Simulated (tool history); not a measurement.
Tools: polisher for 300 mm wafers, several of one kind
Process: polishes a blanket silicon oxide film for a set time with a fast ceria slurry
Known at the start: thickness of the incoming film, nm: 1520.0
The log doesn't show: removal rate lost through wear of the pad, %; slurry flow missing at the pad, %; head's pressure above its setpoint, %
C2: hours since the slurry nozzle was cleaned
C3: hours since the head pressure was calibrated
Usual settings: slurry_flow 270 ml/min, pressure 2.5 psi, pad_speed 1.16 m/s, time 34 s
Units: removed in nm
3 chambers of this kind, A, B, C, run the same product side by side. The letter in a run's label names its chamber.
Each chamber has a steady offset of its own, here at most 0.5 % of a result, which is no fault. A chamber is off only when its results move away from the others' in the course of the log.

{"run": "1B", "hour": 13.7, "slurry_flow": 270, "pressure": 2.5, "pad_speed": 1.16, "time": 34, "wafers polished on this pad": 377, "C2": 236.5, "C3": 276.4, "removed": 470.99}
{"run": "2C", "hour": 27.3, "slurry_flow": 270, "pressure": 2.5, "pad_speed": 1.16, "time": 34, "wafers polished on this pad": 668, "C2": 155.5, "C3": 763.4, "removed": 480.94}
{"run": "3A", "hour": 40.1, "slurry_flow": 270, "pressure": 2.5, "pad_speed": 1.16, "time": 34, "wafers polished on this pad": 737, "C2": 295.8, "C3": 564.8, "removed": 485.62}
{"run": "4B", "hour": 46.5, "slurry_flow": 270, "pressure": 2.5, "pad_speed": 1.16, "time": 34, "wafers polished on this pad": 791, "C2": 269.3, "C3": 309.2, "removed": 473.46}
{"hour": 49.0, "done": "chamber B: worn pad replaced by a new one"}
{"run": "5A", "hour": 59.5, "slurry_flow": 270, "pressure": 2.5, "pad_speed": 1.16, "time": 34, "wafers polished on this pad": 982, "C2": 315.2, "C3": 584.2, "removed": 479.53}
{"run": "6C", "hour": 72.7, "slurry_flow": 270, "pressure": 3, "pad_speed": 1.16, "time": 34, "wafers polished on this pad": 1241, "C2": 200.9, "C3": 808.8, "removed": 578.74}
{"run": "7A", "hour": 85.4, "slurry_flow": 270, "pressure": 3, "pad_speed": 1.16, "time": 34, "wafers polished on this pad": 1309, "C2": 341.1, "C3": 610.1, "removed": 569.68}
{"hour": 88.7, "done": "chamber A: worn pad replaced by a new one"}
{"run": "8C", "hour": 92.9, "slurry_flow": 270, "pressure": 3, "pad_speed": 1.16, "time": 34, "wafers polished on this pad": 1496, "C2": 221.1, "C3": 829, "removed": 580.96}
{"run": "9B", "hour": 101.5, "slurry_flow": 270, "pressure": 2.5, "pad_speed": 1.16, "time": 34, "wafers polished on this pad": 663, "C2": 324.3, "C3": 364.2, "removed": 464.94}
{"run": "10A", "hour": 108.4, "slurry_flow": 315, "pressure": 3.3, "pad_speed": 1.16, "time": 34, "wafers polished on this pad": 250, "C2": 364.1, "C3": 633.1, "removed": 645.76}
{"run": "11C", "hour": 118.0, "slurry_flow": 315, "pressure": 3.3, "pad_speed": 1.16, "time": 34, "wafers polished on this pad": 1813, "C2": 246.2, "C3": 854.1, "removed": 656.57}
{"run": "12B", "hour": 124.7, "slurry_flow": 315, "pressure": 3.3, "pad_speed": 1.16, "time": 34, "wafers polished on this pad": 956, "C2": 347.5, "C3": 387.4, "removed": 634.79}
{"hour": 126.3, "done": "chamber B: worn pad replaced by a new one"}
{"run": "13A", "hour": 136.2, "slurry_flow": 270, "pressure": 1.9, "pad_speed": 1.4, "time": 34, "wafers polished on this pad": 601, "C2": 391.9, "C3": 660.9, "removed": 438.74}
{"hour": 142.5, "done": "chamber B: head pressure recalibrated"}
{"run": "14B", "hour": 149.1, "slurry_flow": 270, "pressure": 1.9, "pad_speed": 1.4, "time": 34, "wafers polished on this pad": 288, "C2": 371.9, "C3": 6.6, "removed": 436.67}
{"run": "15C", "hour": 155.2, "slurry_flow": 270, "pressure": 1.9, "pad_speed": 1.4, "time": 34, "wafers polished on this pad": 2283, "C2": 283.4, "C3": 891.3, "removed": 430.43}
{"run": "16A", "hour": 163.5, "slurry_flow": 270, "pressure": 2.5, "pad_speed": 1.16, "time": 34, "wafers polished on this pad": 946, "C2": 419.2, "C3": 688.2, "removed": 477.12}
{"run": "17B", "hour": 173.2, "slurry_flow": 270, "pressure": 2.5, "pad_speed": 1.16, "time": 34, "wafers polished on this pad": 592, "C2": 396, "C3": 30.7, "removed": 472.73}
{"run": "18C", "hour": 184.7, "slurry_flow": 270, "pressure": 2.5, "pad_speed": 1.16, "time": 34, "wafers polished on this pad": 2656, "C2": 312.9, "C3": 920.8, "removed": 473.94}
{"hour": 193.7, "done": "chamber A: worn pad replaced by a new one"}
{"run": "19B", "hour": 196.2, "slurry_flow": 270, "pressure": 2.5, "pad_speed": 1.16, "time": 34, "wafers polished on this pad": 883, "C2": 419, "C3": 53.7, "removed": 475.58}
{"hour": 200.7, "done": "chamber B: worn pad replaced by a new one"}
{"run": "20C", "hour": 208.9, "slurry_flow": 270, "pressure": 2.5, "pad_speed": 1.16, "time": 34, "wafers polished on this pad": 2962, "C2": 337.1, "C3": 945, "removed": 461.17}
{"run": "21A", "hour": 216.8, "slurry_flow": 270, "pressure": 2.9, "pad_speed": 1.16, "time": 42, "wafers polished on this pad": 292, "C2": 472.5, "C3": 741.5, "removed": 695.58}
{"run": "22B", "hour": 223.8, "slurry_flow": 270, "pressure": 2.9, "pad_speed": 1.16, "time": 42, "wafers polished on this pad": 292, "C2": 446.6, "C3": 81.3, "removed": 685.21}
{"run": "23A", "hour": 232.0, "slurry_flow": 270, "pressure": 2.9, "pad_speed": 1.16, "time": 42, "wafers polished on this pad": 484, "C2": 487.7, "C3": 756.7, "removed": 693.37}
{"run": "24C", "hour": 240.2, "slurry_flow": 270, "pressure": 2.5, "pad_speed": 1.16, "time": 34, "wafers polished on this pad": 3357, "C2": 368.4, "C3": 976.3, "removed": 467.11}
{"run": "25C", "hour": 250.4, "slurry_flow": 270, "pressure": 2.5, "pad_speed": 1.16, "time": 34, "wafers polished on this pad": 3486, "C2": 378.6, "C3": 986.5, "removed": 459.65}
{"run": "26B", "hour": 258.3, "slurry_flow": 270, "pressure": 2.5, "pad_speed": 1.16, "time": 34, "wafers polished on this pad": 728, "C2": 481.1, "C3": 115.8, "removed": 468.47}
{"hour": 269.8, "done": "chamber B: worn pad replaced by a new one"}
{"run": "27A", "hour": 270.7, "slurry_flow": 270, "pressure": 2.5, "pad_speed": 1.16, "time": 34, "wafers polished on this pad": 973, "C2": 526.4, "C3": 795.4, "removed": 482.47}
{"run": "28C", "hour": 283.3, "slurry_flow": 270, "pressure": 2.5, "pad_speed": 1.16, "time": 34, "wafers polished on this pad": 3901, "C2": 411.5, "C3": 1019.4, "removed": 458.69}
{"hour": 286.7, "done": "chamber C: slurry nozzle cleaned"}
{"run": "29A", "hour": 294.6, "slurry_flow": 195, "pressure": 2.5, "pad_speed": 1.16, "time": 34, "wafers polished on this pad": 1275, "C2": 550.3, "C3": 819.3, "removed": 461.41}
{"run": "30B", "hour": 303.4, "slurry_flow": 195, "pressure": 2.5, "pad_speed": 1.16, "time": 34, "wafers polished on this pad": 424, "C2": 526.2, "C3": 160.9, "removed": 454.26}
{"hour": 307.3, "done": "chamber A: worn pad replaced by a new one"}
{"run": "31C", "hour": 317.0, "slurry_flow": 195, "pressure": 2.5, "pad_speed": 1.16, "time": 34, "wafers polished on this pad": 4327, "C2": 30.3, "C3": 1053.1, "removed": 440.02}
{"run": "32A", "hour": 328.4, "slurry_flow": 270, "pressure": 2.5, "pad_speed": 1.16, "time": 34, "wafers polished on this pad": 267, "C2": 584.1, "C3": 853.1, "removed": 487.86}

What goes on in this fleet: one chamber off, a drifting gauge, or nothing beyond the chambers' own small offsets? Name the chamber and the cause, if any.

Chamber C drifts away from the others.
Cause: removal rate lost through wear of the pad, % = 7.25.
The log may not tell that from: head's pressure below its setpoint, %.

Here are 4 candidates for chamber C's next run, each the usual settings with a change, their results left as question marks. Which one brings its results back in line with what the others give on the usual settings?
In line means no further than this from the other chambers' mean on the usual settings: removed 16 nm
{"run": "33C-1", "hour": 338.4, "slurry_flow": 270, "pressure": 2.5, "pad_speed": 1.12, "time": 33, "removed": "?"}
{"run": "33C-2", "hour": 338.4, "slurry_flow": 265, "pressure": 2.2, "pad_speed": 1.16, "time": 34, "removed": "?"}
{"run": "33C-3", "hour": 338.4, "slurry_flow": 270, "pressure": 2.6, "pad_speed": 1.2, "time": 36, "removed": "?"}
{"run": "33C-4", "hour": 338.4, "slurry_flow": 270, "pressure": 2.5, "pad_speed": 1.16, "time": 36, "removed": "?"}

The other chambers' mean on the usual settings: removed 477.52 nm
run=33C-1 removed=418.43
run=33C-2 removed=391.73
run=33C-3 removed=508.21
run=33C-4 removed=472.52
33C-4 brings the chamber back in line.
